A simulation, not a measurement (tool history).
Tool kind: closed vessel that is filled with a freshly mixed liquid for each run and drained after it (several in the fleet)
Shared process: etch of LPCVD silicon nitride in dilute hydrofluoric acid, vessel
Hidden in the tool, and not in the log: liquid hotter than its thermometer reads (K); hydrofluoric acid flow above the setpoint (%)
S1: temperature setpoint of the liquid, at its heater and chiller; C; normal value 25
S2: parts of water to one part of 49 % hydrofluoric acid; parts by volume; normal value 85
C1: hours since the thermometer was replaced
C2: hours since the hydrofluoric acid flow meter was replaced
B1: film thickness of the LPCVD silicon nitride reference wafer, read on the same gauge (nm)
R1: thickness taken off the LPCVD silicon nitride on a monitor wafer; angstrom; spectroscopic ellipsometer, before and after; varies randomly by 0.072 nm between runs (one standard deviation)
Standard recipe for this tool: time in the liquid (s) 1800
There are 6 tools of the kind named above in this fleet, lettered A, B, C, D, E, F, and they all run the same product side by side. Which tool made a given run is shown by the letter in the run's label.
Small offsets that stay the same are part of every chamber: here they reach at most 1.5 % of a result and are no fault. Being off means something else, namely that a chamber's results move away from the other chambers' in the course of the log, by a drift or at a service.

run 1B day=0.421 | S1=25 S2=85 time_in_the_liquid_(s)=1800 | C1=713.2 C2=365.6 | B1=140 | R1=110.89
run 2D day=0.7 | S1=25 S2=85 time_in_the_liquid_(s)=1800 | C1=1761.9 C2=571.8 | B1=140 | R1=109.05
run 3E day=1.092 | S1=25 S2=85 time_in_the_liquid_(s)=1800 | C1=662.6 C2=191 | B1=139.98 | R1=112.41
run 4A day=1.3 | S1=25 S2=85 time_in_the_liquid_(s)=1800 | C1=996.7 C2=509 | B1=140.02 | R1=109.28
run 5F day=1.679 | S1=25 S2=85 time_in_the_liquid_(s)=1800 | C1=307 C2=1152.3 | B1=139.99 | R1=109.35
run 6C day=2.096 | S1=25 S2=85 time_in_the_liquid_(s)=1800 | C1=1107.7 C2=1422.7 | B1=140.03 | R1=110.23
run 7B day=2.333 | S1=25 S2=85 time_in_the_liquid_(s)=1800 | C1=759.1 C2=411.5 | B1=140.02 | R1=111.88
-- day=2.667 chamber E: thermometer replaced
run 8A day=2.696 | S1=25 S2=85 time_in_the_liquid_(s)=1800 | C1=1030.2 C2=542.5 | B1=139.98 | R1=109.95
run 9D day=2.95 | S1=25 S2=85 time_in_the_liquid_(s)=1800 | C1=1815.9 C2=625.8 | B1=140 | R1=108.15
run 10C day=3.354 | S1=25 S2=85 time_in_the_liquid_(s)=1800 | C1=1137.9 C2=1452.9 | B1=139.99 | R1=110.76
run 11F day=3.671 | S1=25 S2=85 time_in_the_liquid_(s)=1800 | C1=354.8 C2=1200.1 | B1=140.02 | R1=109.45
run 12E day=3.929 | S1=25 S2=85 time_in_the_liquid_(s)=1800 | C1=30.3 C2=259.1 | B1=140.01 | R1=108.79
run 13D day=4.267 | S1=25 S2=85 time_in_the_liquid_(s)=1800 | C1=1847.5 C2=657.4 | B1=139.98 | R1=108.77
run 14B day=4.483 | S1=25 S2=85 time_in_the_liquid_(s)=1800 | C1=810.7 C2=463.1 | B1=140.03 | R1=110.83
run 15F day=4.746 | S1=25 S2=85 time_in_the_liquid_(s)=1800 | C1=380.6 C2=1225.9 | B1=140 | R1=108.63
run 16E day=4.95 | S1=25 S2=85 time_in_the_liquid_(s)=1800 | C1=54.8 C2=283.6 | B1=140 | R1=110.2
run 17C day=5.342 | S1=25 S2=85 time_in_the_liquid_(s)=1800 | C1=1185.6 C2=1500.6 | B1=140.01 | R1=110.14
run 18A day=5.575 | S1=25 S2=85 time_in_the_liquid_(s)=1800 | C1=1099.3 C2=611.6 | B1=139.97 | R1=111.96
run 19E day=6.004 | S1=25 S2=85 time_in_the_liquid_(s)=1800 | C1=80.1 C2=308.9 | B1=139.99 | R1=109.94
run 20A day=6.396 | S1=25 S2=85 time_in_the_liquid_(s)=1800 | C1=1119 C2=631.3 | B1=140.01 | R1=111.52
run 21B day=6.625 | S1=25 S2=85 time_in_the_liquid_(s)=1800 | C1=862.1 C2=514.5 | B1=139.99 | R1=112.4
run 22C day=6.867 | S1=25 S2=85 time_in_the_liquid_(s)=1800 | C1=1222.2 C2=1537.2 | B1=140.02 | R1=111.54
-- day=7.017 chamber B: hydrofluoric acid flow meter replaced
run 23F day=7.267 | S1=25 S2=85 time_in_the_liquid_(s)=1800 | C1=441.1 C2=1286.4 | B1=139.99 | R1=109.22
-- day=7.292 chamber B: thermometer replaced
run 24D day=7.662 | S1=27.5 S2=85 time_in_the_liquid_(s)=2185 | C1=1929 C2=738.9 | B1=140 | R1=157.55
run 25B day=8.088 | S1=27.5 S2=85 time_in_the_liquid_(s)=2185 | C1=19.1 C2=25.8 | B1=139.99 | R1=158.56
run 26C day=8.475 | S1=27.5 S2=85 time_in_the_liquid_(s)=2185 | C1=1260.8 C2=1575.8 | B1=140 | R1=156.69
run 27A day=8.733 | S1=27.5 S2=85 time_in_the_liquid_(s)=2185 | C1=1175.1 C2=687.4 | B1=140 | R1=163.91
run 28F day=9.092 | S1=27.5 S2=85 time_in_the_liquid_(s)=2185 | C1=484.9 C2=1330.2 | B1=139.99 | R1=156.02
run 29E day=9.471 | S1=27.5 S2=85 time_in_the_liquid_(s)=2185 | C1=163.3 C2=392.1 | B1=139.99 | R1=157.99
run 30D day=9.829 | S1=25 S2=85 time_in_the_liquid_(s)=1800 | C1=1981 C2=790.9 | B1=140 | R1=109.27
run 31E day=10.204 | S1=25 S2=85 time_in_the_liquid_(s)=1800 | C1=180.9 C2=409.7 | B1=139.99 | R1=110.12
run 32C day=10.517 | S1=25 S2=85 time_in_the_liquid_(s)=1800 | C1=1309.8 C2=1624.8 | B1=140 | R1=109.52
run 33D day=10.783 | S1=25 S2=85 time_in_the_liquid_(s)=1800 | C1=2003.9 C2=813.8 | B1=140.01 | R1=109.66
run 34F day=11.192 | S1=25 S2=85 time_in_the_liquid_(s)=1800 | C1=535.3 C2=1380.6 | B1=140 | R1=108.78
run 35A day=11.446 | S1=25 S2=85 time_in_the_liquid_(s)=880 | C1=1240.2 C2=752.5 | B1=140 | R1=57.906
run 36B day=11.775 | S1=25 S2=85 time_in_the_liquid_(s)=880 | C1=107.6 C2=114.3 | B1=140.01 | R1=53.658
run 37D day=12.054 | S1=25 S2=85 time_in_the_liquid_(s)=880 | C1=2034.4 C2=844.3 | B1=140 | R1=53.758

What goes on in this fleet: one chamber off, a drifting gauge, or nothing beyond the chambers' own small offsets? Name the chamber and the cause, if any.

Chamber A drifts away from the others.
Likeliest cause: liquid hotter than its thermometer reads (K) = 1.29.
With only this log, it may be confused with: hydrofluoric acid flow above the setpoint (%).

Which of the 4 candidates below, each the usual settings with something changed and its results left as question marks, puts chamber A back in line with what the other chambers give on the usual settings?
Allowed miss from the other chambers' usual-settings mean, per result, to count as in line: R1 2.5 angstrom
run 38A-1 day=12.358 | S1=25 S2=85 time_in_the_liquid_(s)=1660 | R1=?
run 38A-2 day=12.358 | S1=24.5 S2=85 time_in_the_liquid_(s)=1800 | R1=?
run 38A-3 day=12.358 | S1=25 S2=85 time_in_the_liquid_(s)=1940 | R1=?
run 38A-4 day=12.358 | S1=25.5 S2=85 time_in_the_liquid_(s)=1800 | R1=?

Average result of the remaining chambers running the usual settings: R1 109.85 angstrom
run=38A-1 R1=109.38
run=38A-2 R1=114.87
run=38A-3 R1=127.83
run=38A-4 R1=122.53
It is 38A-1 that realigns the chamber with its peers.

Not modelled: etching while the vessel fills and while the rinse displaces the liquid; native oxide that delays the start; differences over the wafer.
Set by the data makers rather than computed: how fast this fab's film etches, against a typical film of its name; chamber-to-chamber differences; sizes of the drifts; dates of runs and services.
